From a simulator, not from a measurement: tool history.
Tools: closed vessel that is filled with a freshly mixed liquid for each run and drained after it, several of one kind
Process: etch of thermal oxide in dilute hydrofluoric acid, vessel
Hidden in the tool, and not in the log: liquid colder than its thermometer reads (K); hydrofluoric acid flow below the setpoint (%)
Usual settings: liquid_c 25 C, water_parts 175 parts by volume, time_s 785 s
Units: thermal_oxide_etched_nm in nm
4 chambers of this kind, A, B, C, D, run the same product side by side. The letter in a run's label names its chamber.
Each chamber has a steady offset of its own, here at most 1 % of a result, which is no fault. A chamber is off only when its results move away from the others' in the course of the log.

run	hour	liquid_c	water_parts	time_s	hours since the thermometer was replaced	hours since the hydrofluoric acid flow meter was replaced	read-back film thickness of the thermal oxide reference wafer, read on the same gauge (nm)	thermal_oxide_etched_nm
1B	4.8	25	175	785	127.4	32.9	150.02	20.614
2D	9.9	25	175	785	1371.9	380.7	150	20.626
3C	15.1	25	175	785	1111.2	290.6	150	20.936
4A	19.4	25	175	785	130.8	159.9	149.99	20.655
5D	25.4	29	240	785	1387.4	396.2	149.99	16.025
6B	31.5	29	240	785	154.1	59.6	150.03	16.104
7C	39.5	29	240	785	1135.6	315	149.97	16.137
8A	45.3	29	240	785	156.7	185.8	149.99	16.132
# hour 46.8: chamber D: hydrofluoric acid flow meter replaced
9B	52.9	25	175	785	175.5	81	149.96	20.787
10A	60.1	25	175	785	171.5	200.6	150.02	20.54
11C	66.1	25	175	785	1162.2	341.6	149.95	20.761
12D	72.7	25	175	785	1434.7	26	150	20.403
13D	80.1	23.5	220	785	1442.1	33.4	149.99	14.499
14A	84.5	23.5	220	785	195.9	225	149.98	14.741
15B	89.1	23.5	220	785	211.7	117.2	150	14.789
16C	93.3	23.5	220	785	1189.4	368.8	150.02	14.753
17D	97.7	30	90	785	1459.7	51	150	53.824
18A	102.5	30	90	785	213.9	243	150	53.186
19B	110	30	90	785	232.6	138.1	149.98	54.603
20C	116.2	30	90	785	1212.3	391.7	149.99	55.254
21D	122.3	25	115	1215	1484.3	75.6	149.97	51.159
22B	128.9	25	115	1215	251.5	157	150.01	52.513
23A	137.4	25	115	1215	248.8	277.9	149.95	51.519
24C	144.1	25	115	1215	1240.2	419.6	150	52.987
25A	151.2	25	175	1100	262.6	291.7	150.03	28.877
26D	156	25	175	1100	1518	109.3	150.03	28.49
27C	164.8	25	175	1100	1260.9	440.3	150	29.283
28B	171.3	25	175	1100	293.9	199.4	149.99	29.168
29B	176.8	25	175	785	299.4	204.9	150	20.756
30A	182.9	25	175	785	294.3	323.4	150.02	20.605
31D	191.7	25	175	785	1553.7	145	149.98	20.055
32C	200.7	25	175	785	1296.8	476.2	150.02	20.781
33D	208.2	25	175	785	1570.2	161.5	149.99	19.931
34C	213.1	25	175	785	1309.2	488.6	149.97	20.647
35B	217.8	25	175	785	340.4	245.9	150.02	20.726
36A	226.3	25	175	785	337.7	366.8	149.98	20.46
37D	232.4	25	175	785	1594.4	185.7	149.99	19.935
38C	236.4	21	135	785	1332.5	511.9	149.94	24.135
39B	241.7	21	135	785	364.3	269.8	149.96	24.156
40A	248.2	21	135	785	359.6	388.7	149.99	23.825
41A	255.7	21	135	785	367.1	396.2	150.06	23.807

Next, every chamber runs the same settings. What will each give?
42A	262.2	21	175	785				?
42B	262.2	21	175	785				?
42C	262.2	21	175	785				?
42D	262.2	21	175	785				?

run	thermal_oxide_etched_nm
42A	17.668
42B	17.693
42C	17.785
42D	16.951
